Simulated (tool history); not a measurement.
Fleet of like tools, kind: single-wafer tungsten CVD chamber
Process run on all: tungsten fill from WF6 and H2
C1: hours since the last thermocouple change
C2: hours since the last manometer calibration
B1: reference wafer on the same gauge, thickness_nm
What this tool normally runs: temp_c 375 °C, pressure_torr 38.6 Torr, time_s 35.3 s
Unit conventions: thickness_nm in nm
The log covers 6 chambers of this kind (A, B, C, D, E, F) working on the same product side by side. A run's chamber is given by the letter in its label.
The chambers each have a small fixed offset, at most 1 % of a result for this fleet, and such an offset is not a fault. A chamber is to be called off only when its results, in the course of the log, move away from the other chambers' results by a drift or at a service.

run 1B hour=7.3 | temp_c=375 pressure_torr=38.6 time_s=35.3 | C1=1201.5 C2=2156.7 | B1=59.966 | thickness_nm=71.355
run 2C hour=11.1 | temp_c=375 pressure_torr=38.6 time_s=35.3 | C1=262.4 C2=757.3 | B1=59.863 | thickness_nm=71.160
run 3E hour=18.2 | temp_c=375 pressure_torr=38.6 time_s=35.3 | C1=498.7 C2=151.3 | B1=59.894 | thickness_nm=70.828
run 4F hour=25.6 | temp_c=375 pressure_torr=38.6 time_s=35.3 | C1=112.8 C2=523.1 | B1=59.893 | thickness_nm=70.166
run 5D hour=29.1 | temp_c=375 pressure_torr=38.6 time_s=35.3 | C1=643.3 C2=1839.0 | B1=59.909 | thickness_nm=70.458
run 6A hour=32.5 | temp_c=375 pressure_torr=38.6 time_s=35.3 | C1=525.8 C2=786.0 | B1=59.890 | thickness_nm=70.309
run 7A hour=38.9 | temp_c=375 pressure_torr=38.6 time_s=35.3 | C1=532.2 C2=792.4 | B1=59.918 | thickness_nm=70.527
run 8D hour=45.3 | temp_c=375 pressure_torr=38.6 time_s=35.3 | C1=659.5 C2=1855.2 | B1=59.916 | thickness_nm=70.731
run 9F hour=49.0 | temp_c=361 pressure_torr=35.5 time_s=35.3 | C1=136.2 C2=546.5 | B1=59.893 | thickness_nm=50.097
run 10B hour=54.0 | temp_c=361 pressure_torr=35.5 time_s=35.3 | C1=1248.2 C2=2203.4 | B1=59.869 | thickness_nm=50.927
run 11E hour=57.8 | temp_c=361 pressure_torr=35.5 time_s=35.3 | C1=538.3 C2=190.9 | B1=59.898 | thickness_nm=50.741
run 12C hour=62.4 | temp_c=361 pressure_torr=35.5 time_s=35.3 | C1=313.7 C2=808.6 | B1=59.912 | thickness_nm=50.079
run 13B hour=67.5 | temp_c=361 pressure_torr=35.5 time_s=35.3 | C1=1261.7 C2=2216.9 | B1=59.870 | thickness_nm=50.464
run 14E hour=70.9 | temp_c=361 pressure_torr=35.5 time_s=35.3 | C1=551.4 C2=204.0 | B1=59.887 | thickness_nm=50.546
run 15F hour=77.7 | temp_c=375 pressure_torr=38.6 time_s=35.3 | C1=164.9 C2=575.2 | B1=59.881 | thickness_nm=70.032
run 16D hour=81.0 | temp_c=375 pressure_torr=38.6 time_s=31.4 | C1=695.2 C2=1890.9 | B1=59.914 | thickness_nm=63.638
run 17A hour=86.7 | temp_c=375 pressure_torr=38.6 time_s=31.4 | C1=580.0 C2=840.2 | B1=59.921 | thickness_nm=62.654
run 18C hour=93.5 | temp_c=375 pressure_torr=38.6 time_s=31.4 | C1=344.8 C2=839.7 | B1=59.864 | thickness_nm=63.015
run 19F hour=99.2 | temp_c=375 pressure_torr=38.6 time_s=31.4 | C1=186.4 C2=596.7 | B1=59.875 | thickness_nm=62.341
run 20B hour=103.4 | temp_c=375 pressure_torr=38.6 time_s=31.4 | C1=1297.6 C2=2252.8 | B1=59.898 | thickness_nm=63.305
run 21A hour=110.0 | temp_c=375 pressure_torr=38.6 time_s=31.4 | C1=603.3 C2=863.5 | B1=59.888 | thickness_nm=62.454
run 22D hour=117.0 | temp_c=375 pressure_torr=38.6 time_s=35.3 | C1=731.2 C2=1926.9 | B1=59.887 | thickness_nm=72.162
run 23E hour=120.9 | temp_c=375 pressure_torr=38.6 time_s=35.3 | C1=601.4 C2=254.0 | B1=59.863 | thickness_nm=70.698
run 24C hour=125.5 | temp_c=375 pressure_torr=38.6 time_s=35.3 | C1=376.8 C2=871.7 | B1=59.926 | thickness_nm=70.607
run 25A hour=131.2 | temp_c=375 pressure_torr=38.6 time_s=35.3 | C1=624.5 C2=884.7 | B1=59.881 | thickness_nm=70.468
run 26E hour=134.6 | temp_c=375 pressure_torr=38.6 time_s=35.3 | C1=615.1 C2=267.7 | B1=59.925 | thickness_nm=70.718
run 27F hour=141.7 | temp_c=375 pressure_torr=38.6 time_s=35.3 | C1=228.9 C2=639.2 | B1=59.875 | thickness_nm=70.082
-- hour=145.4 chamber B: capacitance manometer re-zeroed and calibrated
run 28D hour=147.0 | temp_c=375 pressure_torr=38.6 time_s=35.3 | C1=761.2 C2=1956.9 | B1=59.859 | thickness_nm=72.547
run 29B hour=153.7 | temp_c=375 pressure_torr=38.6 time_s=35.3 | C1=1347.9 C2=8.4 | B1=59.951 | thickness_nm=70.902
run 30C hour=157.1 | temp_c=375 pressure_torr=34.2 time_s=35.3 | C1=408.4 C2=903.3 | B1=59.885 | thickness_nm=66.670
run 31F hour=162.4 | temp_c=375 pressure_torr=34.2 time_s=35.3 | C1=249.6 C2=659.9 | B1=59.874 | thickness_nm=65.884
run 32D hour=166.3 | temp_c=375 pressure_torr=34.2 time_s=35.3 | C1=780.5 C2=1976.2 | B1=59.878 | thickness_nm=68.959
run 33A hour=173.4 | temp_c=375 pressure_torr=34.2 time_s=35.3 | C1=666.7 C2=926.9 | B1=59.886 | thickness_nm=66.864
run 34B hour=179.6 | temp_c=375 pressure_torr=34.2 time_s=35.3 | C1=1373.8 C2=34.3 | B1=59.826 | thickness_nm=67.433
run 35C hour=187.1 | temp_c=375 pressure_torr=34.2 time_s=35.3 | C1=438.4 C2=933.3 | B1=59.933 | thickness_nm=66.680
run 36E hour=193.5 | temp_c=375 pressure_torr=38.6 time_s=35.3 | C1=674.0 C2=326.6 | B1=59.870 | thickness_nm=71.194
run 37A hour=197.7 | temp_c=375 pressure_torr=38.6 time_s=35.3 | C1=691.0 C2=951.2 | B1=59.902 | thickness_nm=70.406
run 38E hour=203.2 | temp_c=383 pressure_torr=31.2 time_s=35.3 | C1=683.7 C2=336.3 | B1=59.885 | thickness_nm=75.735
run 39F hour=210.1 | temp_c=383 pressure_torr=31.2 time_s=35.3 | C1=297.3 C2=707.6 | B1=59.915 | thickness_nm=74.671
run 40B hour=216.3 | temp_c=383 pressure_torr=31.2 time_s=35.3 | C1=1410.5 C2=71.0 | B1=59.863 | thickness_nm=76.423
run 41D hour=223.4 | temp_c=383 pressure_torr=31.2 time_s=35.3 | C1=837.6 C2=2033.3 | B1=59.899 | thickness_nm=78.030
run 42C hour=230.3 | temp_c=383 pressure_torr=31.2 time_s=35.3 | C1=481.6 C2=976.5 | B1=59.890 | thickness_nm=75.700

Does one chamber stand apart from the rest, does the shared gauge drift, or is all well apart from small per-chamber offsets? Give the chamber and the most likely cause, where there is one.

It is chamber D that slowly wanders off from its peers.
Cause: wafer temperature above the value expected at the setpoint (K) = 2.12.
The log may not separate it from: true pressure above the setpoint (%).

Which of the 4 candidates below, each the usual settings with something changed and its results left as question marks, puts chamber D back in line with what the other chambers give on the usual settings?
To be in line, a result may differ from the other chambers' mean on the usual settings by at most: thickness_nm 0.750 nm
run 43D-1 hour=235.6 | temp_c=374 pressure_torr=38.4 time_s=35.3 | thickness_nm=?
run 43D-2 hour=235.6 | temp_c=373 pressure_torr=38.1 time_s=35.3 | thickness_nm=?
run 43D-3 hour=235.6 | temp_c=377 pressure_torr=38.6 time_s=35.3 | thickness_nm=?
run 43D-4 hour=235.6 | temp_c=375 pressure_torr=39.1 time_s=35.9 | thickness_nm=?

Usual-settings mean across the other chambers: thickness_nm 70.804 nm
run=43D-1 thickness_nm=72.297
run=43D-2 thickness_nm=70.574
run=43D-3 thickness_nm=77.016
run=43D-4 thickness_nm=75.689
With 43D-2, the chamber falls back in line with the rest.
